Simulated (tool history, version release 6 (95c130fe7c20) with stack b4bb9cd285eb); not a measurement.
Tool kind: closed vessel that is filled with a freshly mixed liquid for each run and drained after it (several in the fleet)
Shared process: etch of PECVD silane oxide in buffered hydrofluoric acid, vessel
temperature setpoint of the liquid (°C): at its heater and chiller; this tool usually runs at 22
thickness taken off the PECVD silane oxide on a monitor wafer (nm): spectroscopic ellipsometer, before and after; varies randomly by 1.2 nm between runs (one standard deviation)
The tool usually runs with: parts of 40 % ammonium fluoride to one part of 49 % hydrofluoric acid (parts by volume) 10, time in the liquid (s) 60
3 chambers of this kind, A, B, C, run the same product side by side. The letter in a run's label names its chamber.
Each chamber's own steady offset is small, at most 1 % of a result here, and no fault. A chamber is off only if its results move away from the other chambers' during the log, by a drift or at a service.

run    day  temperature setpoint of the liquid (°C)  parts of 40 % ammonium fluoride to one part of 49 % hydrofluoric acid (parts by volume)  time in the liquid (s)  read-back film thickness of the PECVD silane oxide reference wafer, read on the same gauge (nm)  thickness taken off the PECVD silane oxide on a monitor wafer (nm)
 1A  0.146                                       22                                                                                       10                      60                                                                                           129.98                                                              167.28
 2B  0.375                                       22                                                                                       10                      60                                                                                           129.98                                                              162.25
 3C  0.500                                       22                                                                                       10                      60                                                                                           129.98                                                              165.79
 4A  0.662                                       22                                                                                       10                      60                                                                                           129.99                                                              166.96
 5C  0.854                                       22                                                                                       10                      60                                                                                           129.98                                                              165.62
 6B  0.975                                       22                                                                                       10                      60                                                                                           130.00                                                              162.72
 7A  1.188                                       22                                                                                       10                      60                                                                                           130.01                                                              166.90
 8B  1.325                                       22                                                                                       10                      60                                                                                           129.98                                                              163.82
 9C  1.442                                       22                                                                                       10                      60                                                                                           130.05                                                              164.20
10B  1.608                                       22                                                                                       10                      60                                                                                           130.00                                                              165.45
11A  1.825                                       22                                                                                       10                      60                                                                                           129.97                                                              166.45
12C  2.079                                       22                                                                                       10                      60                                                                                           130.00                                                              165.03
13C  2.321                                       22                                                                                       10                      60                                                                                           129.97                                                              161.68
14B  2.479                                       22                                                                                       10                      60                                                                                           130.05                                                              165.49
15A  2.646                                       22                                                                                       10                      50                                                                                           129.99                                                              139.61
16A  2.838                                       22                                                                                       10                      50                                                                                           129.99                                                              138.21
17B  2.967                                       22                                                                                       10                      50                                                                                           130.00                                                              136.11
18C  3.171                                       22                                                                                       10                      60                                                                                           129.98                                                              161.15
19C  3.438                                       26                                                                                       10                      60                                                                                           129.99                                                              199.82
20A  3.704                                       26                                                                                       10                      60                                                                                           130.00                                                              206.05
21B  3.875                                       26                                                                                       10                      60                                                                                           130.00                                                              207.22
22B  4.083                                       22                                                                                       10                      60                                                                                           130.03                                                              160.01
23C  4.325                                       22                                                                                       10                      60                                                                                           130.04                                                              159.16

Each of the 3 chambers runs these same settings next. Fill in every chamber's results:
24A  4.521                                       22                                                                                       10                      60                                                                                                                                                                    ?
24B  4.521                                       22                                                                                       10                      60                                                                                                                                                                    ?
24C  4.521                                       22                                                                                       10                      60                                                                                                                                                                    ?

run  thickness taken off the PECVD silane oxide on a monitor wafer (nm)
24A                                                              167.36
24B                                                              163.06
24C                                                              156.53

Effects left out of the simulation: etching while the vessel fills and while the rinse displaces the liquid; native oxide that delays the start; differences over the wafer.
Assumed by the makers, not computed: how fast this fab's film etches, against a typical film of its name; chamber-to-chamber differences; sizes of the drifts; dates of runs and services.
